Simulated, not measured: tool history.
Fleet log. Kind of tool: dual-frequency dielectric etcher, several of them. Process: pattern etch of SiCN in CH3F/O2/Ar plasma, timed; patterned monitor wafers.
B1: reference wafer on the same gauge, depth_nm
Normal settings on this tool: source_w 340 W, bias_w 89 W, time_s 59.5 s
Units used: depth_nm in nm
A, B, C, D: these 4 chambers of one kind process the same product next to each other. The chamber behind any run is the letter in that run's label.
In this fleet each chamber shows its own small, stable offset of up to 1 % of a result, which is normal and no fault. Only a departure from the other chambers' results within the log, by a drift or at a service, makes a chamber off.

run 1C day=0.142 | source_w=340 bias_w=89 time_s=59.5 | B1=23.4 | depth_nm=22.631
run 2D day=0.254 | source_w=340 bias_w=89 time_s=59.5 | B1=23.406 | depth_nm=22.776
run 3A day=0.338 | source_w=340 bias_w=89 time_s=59.5 | B1=23.405 | depth_nm=22.717
run 4B day=0.492 | source_w=340 bias_w=89 time_s=59.5 | B1=23.409 | depth_nm=22.848
-- day=0.562 chamber C: wet clean of the chamber
run 5A day=0.667 | source_w=340 bias_w=89 time_s=59.5 | B1=23.398 | depth_nm=22.837
run 6C day=0.746 | source_w=340 bias_w=89 time_s=59.5 | B1=23.379 | depth_nm=22.599
run 7D day=0.846 | source_w=340 bias_w=89 time_s=59.5 | B1=23.417 | depth_nm=22.834
run 8B day=0.933 | source_w=270 bias_w=89 time_s=59.5 | B1=23.389 | depth_nm=20.936
run 9C day=1.017 | source_w=270 bias_w=89 time_s=59.5 | B1=23.392 | depth_nm=20.868
run 10D day=1.167 | source_w=270 bias_w=89 time_s=59.5 | B1=23.41 | depth_nm=20.964
run 11A day=1.267 | source_w=270 bias_w=89 time_s=59.5 | B1=23.387 | depth_nm=20.924
run 12B day=1.425 | source_w=340 bias_w=89 time_s=59.5 | B1=23.404 | depth_nm=22.82
run 13B day=1.575 | source_w=340 bias_w=89 time_s=59.5 | B1=23.422 | depth_nm=22.812
run 14C day=1.742 | source_w=340 bias_w=89 time_s=59.5 | B1=23.392 | depth_nm=22.638
run 15A day=1.908 | source_w=340 bias_w=89 time_s=59.5 | B1=23.408 | depth_nm=22.796
run 16D day=2.05 | source_w=340 bias_w=107 time_s=59.5 | B1=23.406 | depth_nm=24.539
run 17D day=2.146 | source_w=340 bias_w=107 time_s=59.5 | B1=23.383 | depth_nm=24.52
run 18A day=2.233 | source_w=340 bias_w=107 time_s=59.5 | B1=23.393 | depth_nm=24.44
run 19C day=2.412 | source_w=340 bias_w=107 time_s=59.5 | B1=23.385 | depth_nm=24.28
run 20B day=2.579 | source_w=340 bias_w=89 time_s=59.5 | B1=23.4 | depth_nm=22.822
run 21C day=2.733 | source_w=340 bias_w=89 time_s=59.5 | B1=23.405 | depth_nm=22.596
run 22A day=2.829 | source_w=340 bias_w=89 time_s=59.5 | B1=23.389 | depth_nm=22.668
run 23B day=2.942 | source_w=340 bias_w=89 time_s=59.5 | B1=23.397 | depth_nm=22.724
run 24D day=3.117 | source_w=340 bias_w=89 time_s=59.5 | B1=23.394 | depth_nm=22.71
run 25D day=3.283 | source_w=340 bias_w=89 time_s=59.5 | B1=23.418 | depth_nm=22.832
run 26B day=3.433 | source_w=340 bias_w=89 time_s=59.5 | B1=23.41 | depth_nm=22.752
-- day=3.575 chamber D: wet clean of the chamber
run 27A day=3.612 | source_w=340 bias_w=89 time_s=59.5 | B1=23.414 | depth_nm=22.691
run 28C day=3.762 | source_w=340 bias_w=89 time_s=59.5 | B1=23.391 | depth_nm=22.624
run 29B day=3.925 | source_w=340 bias_w=89 time_s=59.5 | B1=23.418 | depth_nm=22.599
run 30D day=4.004 | source_w=340 bias_w=89 time_s=59.5 | B1=23.406 | depth_nm=22.874
run 31A day=4.079 | source_w=340 bias_w=89 time_s=59.5 | B1=23.428 | depth_nm=22.698
run 32C day=4.212 | source_w=340 bias_w=89 time_s=59.5 | B1=23.39 | depth_nm=22.681
run 33A day=4.338 | source_w=340 bias_w=89 time_s=59.5 | B1=23.391 | depth_nm=22.677
run 34C day=4.488 | source_w=340 bias_w=89 time_s=59.5 | B1=23.42 | depth_nm=22.717
run 35B day=4.658 | source_w=340 bias_w=89 time_s=59.5 | B1=23.393 | depth_nm=22.662
run 36D day=4.775 | source_w=340 bias_w=89 time_s=59.5 | B1=23.389 | depth_nm=22.726

For the next run the whole fleet of 4 chambers uses the same settings. Give each chamber's results:
run 37A day=4.904 | source_w=340 bias_w=89 time_s=46 | depth_nm=?
run 37B day=4.904 | source_w=340 bias_w=89 time_s=46 | depth_nm=?
run 37C day=4.904 | source_w=340 bias_w=89 time_s=46 | depth_nm=?
run 37D day=4.904 | source_w=340 bias_w=89 time_s=46 | depth_nm=?

run=37A depth_nm=17.602
run=37B depth_nm=17.599
run=37C depth_nm=17.469
run=37D depth_nm=17.679

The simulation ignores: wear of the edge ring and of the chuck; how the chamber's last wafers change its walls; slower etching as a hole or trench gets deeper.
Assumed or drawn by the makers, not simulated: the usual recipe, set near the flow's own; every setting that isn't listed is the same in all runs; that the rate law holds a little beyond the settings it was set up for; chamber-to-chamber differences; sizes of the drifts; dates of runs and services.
